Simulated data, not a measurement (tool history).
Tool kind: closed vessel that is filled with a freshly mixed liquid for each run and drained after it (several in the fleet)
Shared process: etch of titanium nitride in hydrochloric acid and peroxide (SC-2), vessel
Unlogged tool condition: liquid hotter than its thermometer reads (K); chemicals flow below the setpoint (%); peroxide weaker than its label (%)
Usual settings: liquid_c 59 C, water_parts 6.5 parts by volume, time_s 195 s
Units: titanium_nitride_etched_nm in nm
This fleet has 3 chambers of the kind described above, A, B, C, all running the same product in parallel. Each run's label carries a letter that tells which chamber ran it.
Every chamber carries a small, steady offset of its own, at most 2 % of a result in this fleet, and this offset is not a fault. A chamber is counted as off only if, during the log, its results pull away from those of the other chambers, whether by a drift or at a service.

run	day	liquid_c	water_parts	time_s	hours since the thermometer was replaced	hours since the chemicals flow meter was replaced	hours since the drum of peroxide was connected	read-back film thickness of the titanium nitride reference wafer, read on the same gauge (nm)	titanium_nitride_etched_nm
1C	0.321	59	6.5	195	402.2	890.2	711.4	89.987	13.875
2B	0.704	59	6.5	195	99.9	125	646.4	90.011	13.657
3A	0.979	59	6.5	195	794.3	118.4	580.6	89.982	14.108
4C	1.271	59	6.5	195	425	913	734.2	89.988	13.864
5B	1.671	59	6.5	195	123.1	148.2	669.6	90.006	13.706
6A	1.933	59	6.5	195	817.2	141.3	603.5	89.998	14.029
# day 1.958: chamber C: chemicals flow meter replaced
7A	2.121	59	6.5	195	821.7	145.8	608	90.006	13.917
8B	2.4	65.5	6.5	145	140.6	165.7	687.1	90.019	15.12
9C	2.667	65.5	6.5	145	458.5	17	767.7	90.007	15.558
10A	2.971	65.5	6.5	145	842.1	166.2	628.4	89.978	15.477
11B	3.396	59	6.5	195	164.5	189.6	711	89.992	13.436
12C	3.804	59	6.5	195	485.8	44.3	795	89.989	13.808
13C	3.996	59	6.5	195	490.4	48.9	799.6	90.023	13.854
14A	4.388	59	5.5	195	876.1	200.2	662.4	90.01	15.439
15B	4.638	59	5.5	195	194.3	219.4	740.8	90.003	15.186
16A	4.871	59	5.5	195	887.7	211.8	674	89.979	15.681
17B	5.271	59	6.5	195	209.5	234.6	756	90.007	13.363
18C	5.638	59	6.5	195	529.8	88.3	839	90.01	13.889
19A	5.867	59	6.5	195	911.6	235.7	697.9	89.997	13.975
20B	6.304	59	6.5	195	234.3	259.4	780.8	89.998	13.459
21C	6.721	59	6.5	195	555.8	114.3	865	89.974	13.796
22C	7.104	59	6.5	195	565	123.5	874.2	90.012	13.779
23A	7.504	59	6.5	195	950.9	275	737.2	90.004	13.823
24B	7.854	59	6.5	195	271.5	296.6	818	89.996	13.139
25C	8.196	59	6.5	195	591.2	149.7	900.4	90.01	13.958
26A	8.533	59	6.5	195	975.6	299.7	761.9	89.994	13.983
27B	8.95	59	6.5	195	297.8	322.9	844.3	89.997	13.114
28C	9.342	68	6.5	195	618.7	177.2	927.9	90.008	23.98
29B	9.625	68	6.5	195	314	339.1	860.5	90.001	22.645

Next, every chamber runs the same settings. What will each give?
30A	9.942	67	6.5	195					?
30B	9.942	67	6.5	195					?
30C	9.942	67	6.5	195					?

run	titanium_nitride_etched_nm
30A	22.829
30B	21.319
30C	23.264
